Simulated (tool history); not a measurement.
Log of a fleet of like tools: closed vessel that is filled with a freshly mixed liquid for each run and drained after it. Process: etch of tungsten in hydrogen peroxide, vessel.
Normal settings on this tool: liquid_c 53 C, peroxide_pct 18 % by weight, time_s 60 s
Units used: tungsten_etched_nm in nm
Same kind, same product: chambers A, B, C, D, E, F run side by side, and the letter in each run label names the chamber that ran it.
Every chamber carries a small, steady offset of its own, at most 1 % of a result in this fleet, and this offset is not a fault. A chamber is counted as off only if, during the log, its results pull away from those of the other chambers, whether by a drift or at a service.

run	day	liquid_c	peroxide_pct	time_s	hours since the thermometer was replaced	hours since the peroxide flow meter was replaced	hours since the drum of peroxide was connected	read-back film thickness of the tungsten reference wafer, read on the same gauge (nm)	tungsten_etched_nm
1C	0.267	53	18	60	33.6	992.8	163.3	149.99	193.39
2A	0.608	53	18	60	212.5	652.1	770	149.99	191.5
3B	0.921	53	18	60	1284.5	661.7	605.7	150	192.18
4F	1.217	53	18	60	42	434.4	1071.3	149.99	193.56
5E	1.625	53	18	60	1521.4	582.7	321.1	150	192.28
6D	1.921	53	18	60	1481.7	604.1	348.3	149.99	189.68
# day 2.092: chamber E: new drum of peroxide connected
7B	2.188	53	18	60	1314.9	692.1	636.1	149.98	194.1
8D	2.538	53	18	60	1496.5	618.9	363.1	149.99	190.51
9F	2.846	53	18	50	81.1	473.5	1110.4	150	158.38
10C	3.15	53	18	50	102.8	1062	232.5	149.99	158.95
11A	3.538	53	18	50	282.8	722.4	840.3	150	158.31
12E	3.888	53	18	50	1575.7	637	43.1	149.99	160.88
13A	4.288	53	18	50	300.8	740.4	858.3	150	159.82
14D	4.671	53	18	50	1547.7	670.1	414.3	150.01	158.7
15B	5.046	53	18	60	1383.5	760.7	704.7	150	190.5
16C	5.35	53	18	60	155.6	1114.8	285.3	150	190.17
17F	5.75	56.5	18	60	150.8	543.2	1180.1	150	233.39
18E	6.092	56.5	18	60	1628.6	689.9	96	150.01	238.81
19F	6.5	56.5	18	60	168.8	561.2	1198.1	149.99	233.71
20A	6.717	56.5	18	60	359.1	798.7	916.6	150	232.54
21E	6.971	56.5	18	60	1649.7	711	117.1	150	239.02
# day 6.992: chamber C: peroxide flow meter replaced
22B	7.167	56.5	18	60	1434.4	811.6	755.6	150.02	240.79
23D	7.579	53	18	60	1617.5	739.9	484.1	150	190.76
24C	7.762	53	22.5	60	213.5	18.5	343.2	150.01	214.69
25E	8.167	53	22.5	60	1678.4	739.7	145.8	150	218.68
26B	8.458	53	22.5	60	1465.4	842.6	786.6	150	213.88
# day 8.625: chamber B: thermometer replaced
27D	8.775	53	22.5	60	1646.2	768.6	512.8	149.99	213.94
28F	8.962	53	22.5	60	227.9	620.3	1257.2	150.01	209.87
29C	9.304	53	22.5	60	250.5	55.5	380.2	150.01	216.14
30A	9.508	53	18	60	426.1	865.7	983.6	149.99	191.78
31A	9.779	53	18	60	432.6	872.2	990.1	150	191.64
32B	10.15	53	18	60	36.6	883.2	827.2	150	190.07
# day 10.488: chamber A: new drum of peroxide connected
33D	10.55	44	18	60	1688.8	811.2	555.4	150.01	109.09
34E	10.954	44	18	60	1745.3	806.6	212.7	150	108.98
35F	11.283	44	18	60	283.6	676	1312.9	150.01	106.33
36C	11.638	44	18	60	306.5	111.5	436.2	149.99	109.74
37D	12.033	44	18	60	1724.4	846.8	591	149.98	109.67
38C	12.45	44	18	60	326	131	455.7	150.01	109.17
# day 12.546: chamber E: thermometer replaced
# day 12.65: chamber F: new drum of peroxide connected
39F	12.817	53	18	60	320.4	712.8	4	150	183.12
40E	13.029	53	18	60	11.7	856.4	262.5	149.98	191.75
# day 13.275: chamber B: new drum of peroxide connected
41A	13.292	53	18	60	516.9	956.5	67.4	149.98	189.69
42B	13.533	53	18	60	117.8	964.4	6.3	149.99	191.67
43B	13.946	53	18	60	127.7	974.3	16.2	150.01	191.61

Does one chamber stand apart from the rest, does the shared gauge drift, or is all well apart from small per-chamber offsets? Give the chamber and the most likely cause, where there is one.

It is chamber F that slowly wanders off from its peers.
Likeliest cause: peroxide flow below the setpoint (%) = 8.64.
Not necessarily distinguishable in this log from: liquid colder than its thermometer reads (K).

Which of the 4 candidates below, each the usual settings with something changed and its results left as question marks, puts chamber F back in line with what the other chambers give on the usual settings?
In line means no further than this from the other chambers' mean on the usual settings: tungsten_etched_nm 4.3 nm
44F-1	14.246	52.5	18	60					?
44F-2	14.246	53	18	65					?
44F-3	14.246	53	15.5	60					?
44F-4	14.246	53.5	18	60					?

The mean the other chambers reach with the usual settings: tungsten_etched_nm 191.27 nm
run	tungsten_etched_nm
44F-1	178.42
44F-2	199.3
44F-3	170.59
44F-4	189.68
44F-4 puts the chamber back in line with the other chambers.
